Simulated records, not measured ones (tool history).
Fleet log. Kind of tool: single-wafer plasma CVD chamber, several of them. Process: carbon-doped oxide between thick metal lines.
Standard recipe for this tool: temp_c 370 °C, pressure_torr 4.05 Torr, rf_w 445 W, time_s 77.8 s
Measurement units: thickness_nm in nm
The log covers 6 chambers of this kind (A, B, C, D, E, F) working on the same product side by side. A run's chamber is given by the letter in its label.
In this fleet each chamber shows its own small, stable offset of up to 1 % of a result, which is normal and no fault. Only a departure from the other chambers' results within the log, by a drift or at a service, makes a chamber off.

run,day,temp_c,pressure_torr,rf_w,time_s,hours since the last thermocouple change,hours since the last RF generator calibration,hours since the last manometer calibration,"read-back reference wafer on the same gauge, thickness_nm",thickness_nm
1E,0.329,370,4.05,445,77.8,767.3,1400.5,390.8,336.86,336.73
2D,0.6,370,4.05,445,77.8,406.5,322.1,671.8,336.88,339.21
3F,0.788,370,4.05,445,77.8,1450.5,537.3,1570.7,336.89,337.53
4A,1.008,370,4.05,445,77.8,78.6,1476,2465.1,336.78,334.89
5B,1.258,360,4.05,445,83.6,916.1,1026.8,719.1,336.82,371.86
6C,1.512,360,4.05,445,83.6,1339.4,555.4,1830.6,336.87,369.94
7E,1.892,360,4.05,445,83.6,804.8,1438,428.3,336.61,368.68
8D,2.108,360,4.05,445,83.6,442.7,358.3,708,336.66,372.98
# day 2.292: chamber B: RF generator calibrated
# day 2.362: chamber A: capacitance manometer re-zeroed and calibrated
9C,2.379,360,4.05,445,83.6,1360.2,576.2,1851.4,336.41,369.41
10F,2.638,360,4.05,445,83.6,1494.9,581.7,1615.1,336.54,371.15
11A,2.996,370,4.05,445,77.8,126.3,1523.7,15.2,336.39,335.52
12B,3.362,370,4.05,445,77.8,966.6,25.7,769.6,336.41,337.97
13D,3.704,370,4.05,445,77.8,481,396.6,746.3,336.19,340.18
# day 4.108: chamber F: thermocouple changed; heater temperature recalibrated
14B,4.117,370,4.05,445,77.8,984.7,43.8,787.7,336.2,337.86
15C,4.392,370,3.26,445,71.9,1408.5,624.5,1899.7,336.14,301.65
16E,4.638,370,3.26,445,71.9,870.7,1503.9,494.2,336.01,300.85
17A,4.867,370,3.26,445,71.9,171.2,1568.6,60.1,336.12,300.66
18F,5.238,370,3.26,445,71.9,27.1,644.1,1677.5,336.01,303.8
19B,5.608,370,3.26,445,71.9,1020.5,79.6,823.5,336,303.72
20E,6.025,370,3.26,445,71.9,904,1537.2,527.5,335.77,301.85
21D,6.296,370,4.05,445,77.8,543.2,458.8,808.5,336.03,339.96
# day 6.475: chamber C: thermocouple changed; heater temperature recalibrated
22C,6.521,370,4.05,445,93,1.1,675.6,1950.8,335.62,400.5
23F,6.833,370,4.05,445,93,65.4,682.4,1715.8,335.8,402.53
24A,7.246,370,4.05,445,93,228.3,1625.7,117.2,335.63,399.89
25A,7.442,370,4.05,445,93,233,1630.4,121.9,335.63,400.95
# day 7.608: chamber E: RF generator calibrated
26C,7.638,370,4.05,445,93,27.9,702.4,1977.6,335.52,399.62
27B,7.904,370,4.05,445,93,1075.6,134.7,878.6,335.4,401.95
28E,8.246,370,4.05,445,77.8,957.3,15.3,580.8,335.37,335.25
29D,8.542,370,4.05,445,77.8,597.1,512.7,862.4,335.62,338.42
30F,8.912,370,4.05,445,77.8,115.3,732.3,1765.7,335.4,335.79
31B,9.171,370,4.05,505,65.1,1106,165.1,909,335.22,306.88
32C,9.388,370,4.05,505,65.1,69.9,744.4,2019.6,335.28,304.27
33E,9.733,370,4.05,505,65.1,993,51,616.5,335.02,303.96
34A,10.096,370,4.05,505,65.1,296.7,1694.1,185.6,335.14,303.87
35F,10.508,370,4.05,505,65.1,153.6,770.6,1804,335.08,305.65
36D,10.875,370,4.05,505,65.1,653.1,568.7,918.4,334.99,307.28
37B,11.288,359,4.05,445,77.8,1156.8,215.9,959.8,335,344.51
38E,11.546,359,4.05,445,77.8,1036.5,94.5,660,334.82,342.83
39C,11.842,359,4.05,445,77.8,128.8,803.3,2078.5,334.85,343.05
40F,12.038,359,4.05,445,77.8,190.3,807.3,1840.7,334.81,344.27

The same settings go to every chamber for the next run, one line per chamber below. Forecast the results for each:
41A,12.342,370,4.05,445,77.8,,,,,?
41B,12.342,370,4.05,445,77.8,,,,,?
41C,12.342,370,4.05,445,77.8,,,,,?
41D,12.342,370,4.05,445,77.8,,,,,?
41E,12.342,370,4.05,445,77.8,,,,,?
41F,12.342,370,4.05,445,77.8,,,,,?

run,thickness_nm
41A,334.5
41B,336.36
41C,333.5
41D,337.47
41E,333.8
41F,335.81

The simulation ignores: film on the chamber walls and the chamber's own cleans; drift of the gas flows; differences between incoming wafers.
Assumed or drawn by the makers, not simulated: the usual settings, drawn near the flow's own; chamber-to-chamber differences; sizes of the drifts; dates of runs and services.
